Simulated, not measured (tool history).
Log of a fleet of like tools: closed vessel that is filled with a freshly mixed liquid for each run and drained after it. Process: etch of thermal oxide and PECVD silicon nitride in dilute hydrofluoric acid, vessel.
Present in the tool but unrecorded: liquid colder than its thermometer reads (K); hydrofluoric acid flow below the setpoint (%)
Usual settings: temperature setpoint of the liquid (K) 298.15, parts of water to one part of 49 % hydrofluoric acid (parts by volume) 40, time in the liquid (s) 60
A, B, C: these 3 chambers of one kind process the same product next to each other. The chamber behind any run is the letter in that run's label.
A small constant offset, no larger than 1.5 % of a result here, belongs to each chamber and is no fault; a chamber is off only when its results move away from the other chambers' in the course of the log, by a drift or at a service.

run	day	temperature setpoint of the liquid (K)	parts of water to one part of 49 % hydrofluoric acid (parts by volume)	time in the liquid (s)	hours since the thermometer was replaced	hours since the hydrofluoric acid flow meter was replaced	read-back film thickness of the thermal oxide reference wafer, read on the same gauge (nm)	read-back film thickness of the PECVD silicon nitride reference wafer, read on the same gauge (nm)	thickness taken off the thermal oxide on a monitor wafer (angstrom)	thickness taken off the PECVD silicon nitride on a monitor wafer (angstrom)
1A	0.142	298.15	40	60	671.7	571.7	119.99	29.954	82.328	81.707
2B	0.233	298.15	40	60	770	140.6	120.01	29.992	84.428	82.025
3C	0.325	298.15	40	60	641.5	1325.8	120	29.989	81.87	82.212
4C	0.5	298.15	40	60	645.7	1330	120.04	30.002	83.075	81.687
5A	0.642	298.15	40	60	683.7	583.7	120.01	29.975	83.294	81.341
6B	0.717	296.15	40	60	781.6	152.2	119.97	30.002	76.972	71.589
7A	0.825	296.15	40	60	688.1	588.1	120.02	29.986	76.094	71.044
8B	0.992	296.15	40	60	788.2	158.8	119.98	30.023	77.292	71.896
9C	1.075	298.15	40	60	659.5	1343.8	119.99	30.016	82.146	82.118
10A	1.25	298.15	40	60	698.3	598.3	119.98	30.036	80.674	80.881
11B	1.329	298.15	40	60	796.3	166.9	119.99	30.03	84.116	82.362
12C	1.483	294.15	40	45	669.3	1353.6	119.98	29.969	52.744	46.638
13A	1.621	294.15	40	45	707.2	607.2	120.02	30.022	51.908	46.129
14C	1.758	294.15	40	45	675.9	1360.2	119.98	30.042	52.544	47.062
15B	1.938	298.15	40	60	810.9	181.5	119.99	29.989	83.605	82.55
16A	2.062	298.15	40	60	717.8	617.8	119.99	29.95	81.58	81.01
17B	2.179	298.15	40	60	816.7	187.3	120.02	29.975	84.654	81.762
18C	2.296	298.15	40	60	688.8	1373.1	119.99	30.018	81.306	82.075
19B	2.446	298.15	40	60	823.1	193.7	120.02	30.006	83.513	81.984
20A	2.575	298.15	40	60	730.1	630.1	120.02	30.034	81.387	81.414
21C	2.733	298.15	20	70	699.3	1383.6	120.01	29.982	202.4	187.93
22C	2.846	298.15	20	70	702	1386.3	120	29.947	201.79	188.42
23B	2.971	298.15	20	70	835.7	206.3	120.02	29.99	205.46	187.12
24A	3.075	298.15	40	60	742.1	642.1	119.98	30	82.576	81.256
25A	3.183	298.15	40	60	744.7	644.7	120.02	30.014	82.421	80.683

One chamber off, gauge drift, or nothing amiss beyond the chambers' own small offsets? If it is a chamber, which one, and what is the likeliest cause?

Neither any chamber nor the gauge drifts; the chambers differ only by their own small, steady offsets.

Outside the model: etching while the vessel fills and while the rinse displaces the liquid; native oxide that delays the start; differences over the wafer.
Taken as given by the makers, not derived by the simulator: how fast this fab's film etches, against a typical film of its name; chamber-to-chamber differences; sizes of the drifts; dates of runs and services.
